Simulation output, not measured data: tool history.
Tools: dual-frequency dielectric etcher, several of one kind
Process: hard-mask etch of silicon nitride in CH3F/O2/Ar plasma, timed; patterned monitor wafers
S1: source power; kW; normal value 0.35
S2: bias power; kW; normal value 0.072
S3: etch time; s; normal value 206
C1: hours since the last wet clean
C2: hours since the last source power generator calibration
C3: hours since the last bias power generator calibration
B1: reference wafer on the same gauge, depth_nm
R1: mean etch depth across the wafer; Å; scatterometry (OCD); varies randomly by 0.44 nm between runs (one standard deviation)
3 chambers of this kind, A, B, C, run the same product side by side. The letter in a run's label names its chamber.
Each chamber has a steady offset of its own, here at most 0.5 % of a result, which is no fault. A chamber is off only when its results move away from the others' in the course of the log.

| run | hour | S1 | S2 | S3 | C1 | C2 | C3 | B1 | R1 |
|---|---|---|---|---|---|---|---|---|---|
| 1C | 8.9 | 0.35 | 0.072 | 206 | 215.5 | 2773.6 | 1845.7 | 114.08 | 1372.2 |
| 2B | 15.5 | 0.35 | 0.072 | 206 | 321.5 | 2196.9 | 3078.7 | 114.08 | 1374.5 |
| 3A | 24.3 | 0.35 | 0.072 | 206 | 322.3 | 1286.8 | 1790.8 | 114.03 | 1358.6 |
|  | 26.3 | chamber B: bias power generator calibrated |
| 4C | 32.6 | 0.35 | 0.072 | 206 | 239.2 | 2797.3 | 1869.4 | 114.04 | 1372.6 |
| 5B | 38.9 | 0.35 | 0.072 | 206 | 344.9 | 2220.3 | 12.6 | 113.98 | 1357.3 |
| 6A | 47.1 | 0.35 | 0.072 | 206 | 345.1 | 1309.6 | 1813.6 | 114.01 | 1370.1 |
| 7C | 51 | 0.35 | 0.072 | 206 | 257.6 | 2815.7 | 1887.8 | 114.04 | 1374.3 |
| 8A | 59.4 | 0.35 | 0.072 | 206 | 357.4 | 1321.9 | 1825.9 | 114.07 | 1371.5 |
| 9B | 67.7 | 0.35 | 0.072 | 206 | 373.7 | 2249.1 | 41.4 | 113.98 | 1374.1 |
| 10C | 73.2 | 0.35 | 0.072 | 206 | 279.8 | 2837.9 | 1910 | 113.98 | 1373.7 |
| 11A | 80.2 | 0.41 | 0.088 | 206 | 378.2 | 1342.7 | 1846.7 | 114.04 | 1555.1 |
| 12B | 86.8 | 0.41 | 0.088 | 206 | 392.8 | 2268.2 | 60.5 | 113.97 | 1558 |
| 13C | 94.7 | 0.41 | 0.088 | 206 | 301.3 | 2859.4 | 1931.5 | 114.05 | 1561.8 |
| 14B | 101.9 | 0.35 | 0.062 | 264 | 407.9 | 2283.3 | 75.6 | 114.01 | 1674 |
| 15A | 106.5 | 0.35 | 0.062 | 264 | 404.5 | 1369 | 1873 | 114 | 1666.7 |
| 16C | 112.7 | 0.35 | 0.062 | 264 | 319.3 | 2877.4 | 1949.5 | 114.05 | 1680.8 |
| 17B | 121.3 | 0.35 | 0.08 | 265.5 | 427.3 | 2302.7 | 95 | 114.04 | 1822.2 |
| 18A | 128.9 | 0.35 | 0.08 | 265.5 | 426.9 | 1391.4 | 1895.4 | 113.99 | 1838.8 |
| 19A | 133.3 | 0.35 | 0.08 | 265.5 | 431.3 | 1395.8 | 1899.8 | 114.01 | 1833.7 |
| 20B | 138.4 | 0.35 | 0.072 | 206 | 444.4 | 2319.8 | 112.1 | 114.01 | 1366.8 |
| 21C | 142.6 | 0.35 | 0.072 | 206 | 349.2 | 2907.3 | 1979.4 | 114.12 | 1377.8 |
| 22C | 149.9 | 0.35 | 0.072 | 206 | 356.5 | 2914.6 | 1986.7 | 113.95 | 1370.3 |
|  | 152.9 | chamber A: wet clean of the chamber |
| 23A | 156.9 | 0.39 | 0.088 | 206 | 4 | 1419.4 | 1923.4 | 113.93 | 1601.4 |
| 24B | 162.2 | 0.39 | 0.088 | 206 | 468.2 | 2343.6 | 135.9 | 114.01 | 1528.5 |
| 25B | 167.2 | 0.39 | 0.088 | 206 | 473.2 | 2348.6 | 140.9 | 113.95 | 1531 |
| 26A | 171.3 | 0.35 | 0.072 | 206 | 18.4 | 1433.8 | 1937.8 | 114.02 | 1428.6 |
| 27C | 177.1 | 0.35 | 0.072 | 206 | 383.7 | 2941.8 | 2013.9 | 113.94 | 1372.9 |
| 28A | 182.8 | 0.28 | 0.072 | 235 | 29.9 | 1445.3 | 1949.3 | 113.89 | 1502.6 |
| 29C | 187.7 | 0.28 | 0.072 | 235 | 394.3 | 2952.4 | 2024.5 | 113.99 | 1440.9 |
| 30B | 195.5 | 0.28 | 0.072 | 235 | 501.5 | 2376.9 | 169.2 | 114.06 | 1435.3 |
| 31C | 202.5 | 0.35 | 0.072 | 206 | 409.1 | 2967.2 | 2039.3 | 113.94 | 1376.9 |
| 32A | 210.8 | 0.35 | 0.072 | 206 | 57.9 | 1473.3 | 1977.3 | 114.02 | 1430.3 |
| 33B | 216.4 | 0.35 | 0.072 | 206 | 522.4 | 2397.8 | 190.1 | 114.1 | 1362.3 |
| 34B | 221.4 | 0.35 | 0.072 | 206 | 527.4 | 2402.8 | 195.1 | 114.04 | 1364.2 |
| 35A | 230.3 | 0.35 | 0.072 | 206 | 77.4 | 1492.8 | 1996.8 | 113.99 | 1424.6 |
| 36C | 237.3 | 0.35 | 0.072 | 206 | 443.9 | 3002 | 2074.1 | 113.98 | 1368.9 |
| 37A | 242.9 | 0.35 | 0.072 | 206 | 90 | 1505.4 | 2009.4 | 113.98 | 1429.7 |
| 38C | 251.3 | 0.35 | 0.072 | 229.5 | 457.9 | 3016 | 2088.1 | 113.87 | 1528.4 |
| 39B | 258.7 | 0.35 | 0.072 | 229.5 | 564.7 | 2440.1 | 232.4 | 113.94 | 1521.8 |

Is one chamber out of step, is the gauge drifting, or do the chambers differ by no more than their own small offsets? For an off chamber, give its letter and the likeliest cause.

The work done on chamber A during a service left it standing apart from the others.
What lies behind it: etch rate over this chamber's usual, % = 4.55.

Which of the 4 candidates below, each the usual settings with something changed and its results left as question marks, puts chamber A back in line with what the other chambers give on the usual settings?
Maximum distance from the other chambers' mean on the usual settings for a result to count as in line: R1 15 Å
| 40A-1 | 265.1 | 0.35 | 0.073 | 213 |  |  |  |  | ? |
| 40A-2 | 265.1 | 0.35 | 0.071 | 199 |  |  |  |  | ? |
| 40A-3 | 265.1 | 0.37 | 0.072 | 206 |  |  |  |  | ? |
| 40A-4 | 265.1 | 0.35 | 0.072 | 203 |  |  |  |  | ? |

Other chambers, usual settings, mean: R1 1370.3 Å
| run | R1 |
|---|---|
| 40A-1 | 1484.1 |
| 40A-2 | 1373.2 |
| 40A-3 | 1459.3 |
| 40A-4 | 1407.6 |
Change 40A-2 lands the chamber within the allowed miss of the other chambers.

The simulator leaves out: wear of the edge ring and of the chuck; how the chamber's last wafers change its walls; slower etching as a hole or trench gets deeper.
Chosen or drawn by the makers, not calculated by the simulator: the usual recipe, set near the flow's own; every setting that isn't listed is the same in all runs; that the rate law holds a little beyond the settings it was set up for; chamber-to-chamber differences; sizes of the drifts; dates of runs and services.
